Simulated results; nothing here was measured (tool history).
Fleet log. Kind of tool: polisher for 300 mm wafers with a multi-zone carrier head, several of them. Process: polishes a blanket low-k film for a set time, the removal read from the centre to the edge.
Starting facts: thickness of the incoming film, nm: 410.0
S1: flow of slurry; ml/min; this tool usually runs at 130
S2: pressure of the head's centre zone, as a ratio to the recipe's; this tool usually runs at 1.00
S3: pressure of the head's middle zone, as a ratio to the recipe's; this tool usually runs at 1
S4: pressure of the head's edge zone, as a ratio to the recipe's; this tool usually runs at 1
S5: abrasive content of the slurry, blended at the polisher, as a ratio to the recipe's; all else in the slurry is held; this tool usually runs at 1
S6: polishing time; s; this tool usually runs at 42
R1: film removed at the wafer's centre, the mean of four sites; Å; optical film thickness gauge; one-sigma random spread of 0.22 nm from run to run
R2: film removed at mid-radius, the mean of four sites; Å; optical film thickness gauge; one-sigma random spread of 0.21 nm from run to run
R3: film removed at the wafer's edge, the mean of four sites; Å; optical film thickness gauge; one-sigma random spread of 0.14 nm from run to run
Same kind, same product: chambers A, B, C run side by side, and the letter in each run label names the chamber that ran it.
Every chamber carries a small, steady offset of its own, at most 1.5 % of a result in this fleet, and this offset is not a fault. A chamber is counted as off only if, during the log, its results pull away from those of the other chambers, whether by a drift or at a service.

Run 1B, day 0.458: usual settings. Result: R1 163.56 Å, R2 163.65 Å, R3 167.08 Å.
Run 2C, day 0.833: usual settings. Result: R1 164.62 Å, R2 171.46 Å, R3 164.87 Å.
At day 1.229: chamber B: worn pad replaced by a new one.
Run 3A, day 1.279: usual settings. Result: R1 165.79 Å, R2 164.92 Å, R3 164.30 Å.
Run 4A, day 1.625: usual settings. Result: R1 168.57 Å, R2 164.68 Å, R3 166.49 Å.
At day 1.704: chamber A: edge zone pressure recalibrated.
At day 1.862: chamber C: worn pad replaced by a new one.
Run 5C, day 1.921: usual settings. Result: R1 165.49 Å, R2 172.76 Å, R3 166.99 Å.
Run 6B, day 2.371: usual settings but S6 28 s. Result: R1 109.32 Å, R2 109.95 Å, R3 109.36 Å.
Run 7C, day 2.779: usual settings but S6 28 s. Result: R1 108.50 Å, R2 108.13 Å, R3 108.63 Å.
At day 3.167: chamber B: worn pad replaced by a new one.
Run 8A, day 3.212: usual settings but S6 28 s. Result: R1 113.41 Å, R2 109.77 Å, R3 109.51 Å.
At day 3.392: chamber A: worn pad replaced by a new one.
Run 9B, day 3.462: usual settings. Result: R1 165.80 Å, R2 168.76 Å, R3 163.47 Å.
Run 10C, day 3.908: usual settings. Result: R1 157.93 Å, R2 162.10 Å, R3 163.78 Å.
Run 11B, day 4.333: usual settings. Result: R1 164.60 Å, R2 166.77 Å, R3 166.52 Å.
Run 12A, day 4.542: usual settings but S1 170 ml/min, S2 0.89. Result: R1 152.25 Å, R2 172.71 Å, R3 170.54 Å.
At day 4.692: chamber C: worn pad replaced by a new one.
Run 13B, day 4.842: usual settings but S1 170 ml/min, S2 0.89. Result: R1 152.93 Å, R2 170.52 Å, R3 173.08 Å.
Run 14A, day 5.162: usual settings but S1 170 ml/min, S2 0.89. Result: R1 152.66 Å, R2 172.12 Å, R3 169.33 Å.
At day 5.338: chamber B: worn pad replaced by a new one.
Run 15C, day 5.446: usual settings. Result: R1 150.53 Å, R2 159.01 Å, R3 160.68 Å.
Run 16B, day 5.750: usual settings. Result: R1 167.51 Å, R2 167.47 Å, R3 164.01 Å.
Run 17C, day 6.038: usual settings. Result: R1 154.54 Å, R2 156.08 Å, R3 160.15 Å.
Run 18A, day 6.462: usual settings. Result: R1 164.72 Å, R2 163.13 Å, R3 165.04 Å.
At day 6.608: chamber B: centre zone pressure recalibrated.
Run 19B, day 6.796: usual settings. Result: R1 164.44 Å, R2 163.01 Å, R3 163.45 Å.
Run 20C, day 7.008: usual settings. Result: R1 145.51 Å, R2 149.57 Å, R3 155.46 Å.
Run 21A, day 7.225: usual settings. Result: R1 170.21 Å, R2 164.92 Å, R3 164.77 Å.
Run 22B, day 7.508: usual settings. Result: R1 163.34 Å, R2 161.85 Å, R3 164.76 Å.
At day 7.633: chamber C: worn pad replaced by a new one.
Run 23C, day 7.717: usual settings but S1 85 ml/min. Result: R1 119.46 Å, R2 127.32 Å, R3 137.44 Å.
Run 24A, day 8.067: usual settings but S1 85 ml/min. Result: R1 142.70 Å, R2 149.34 Å, R3 151.18 Å.

Does one chamber stand apart from the rest, does the shared gauge drift, or is all well apart from small per-chamber offsets? Give the chamber and the most likely cause, where there is one.

Chamber C drifts away from the others.
Likeliest cause: slurry flow missing at the pad, % = 37.5.

Here are 4 candidates for chamber C's next run, each the usual settings with a change, their results left as question marks. Which one brings its results back in line with what the others give on the usual settings?
To be in line, a result may differ from the other chambers' mean on the usual settings by at most: R1 7.700 Å; R2 7.30 Å; R3 4.90 Å
Run 25C-1, day 8.396: usual settings but S1 110 ml/min, S2 0.91, S3 0.98, S4 1.04, S5 0.95, S6 36 s. Result: R1 ?, R2 ?, R3 ?.
Run 25C-2, day 8.396: usual settings but S1 120 ml/min, S2 0.95, S3 0.99, S4 1.02, S6 39 s. Result: R1 ?, R2 ?, R3 ?.
Run 25C-3, day 8.396: usual settings but S1 155 ml/min, S2 1.11, S3 1.02, S4 0.95, S5 1.05, S6 49 s. Result: R1 ?, R2 ?, R3 ?.
Run 25C-4, day 8.396: usual settings but S1 140 ml/min, S2 1.05, S3 1.01, S4 0.98, S5 1.05, S6 45 s. Result: R1 ?, R2 ?, R3 ?.

Average result of the remaining chambers running the usual settings: R1 165.910 Å; R2 164.75 Å; R3 165.38 Å
  run       R1      R2      R3
25C-1   97.698  113.14  124.73
25C-2  118.280  131.05  139.93
25C-3  198.550  188.17  183.09
25C-4  165.620  166.03  167.34
The answer is 25C-4, which returns the chamber to within the allowed miss of the others.
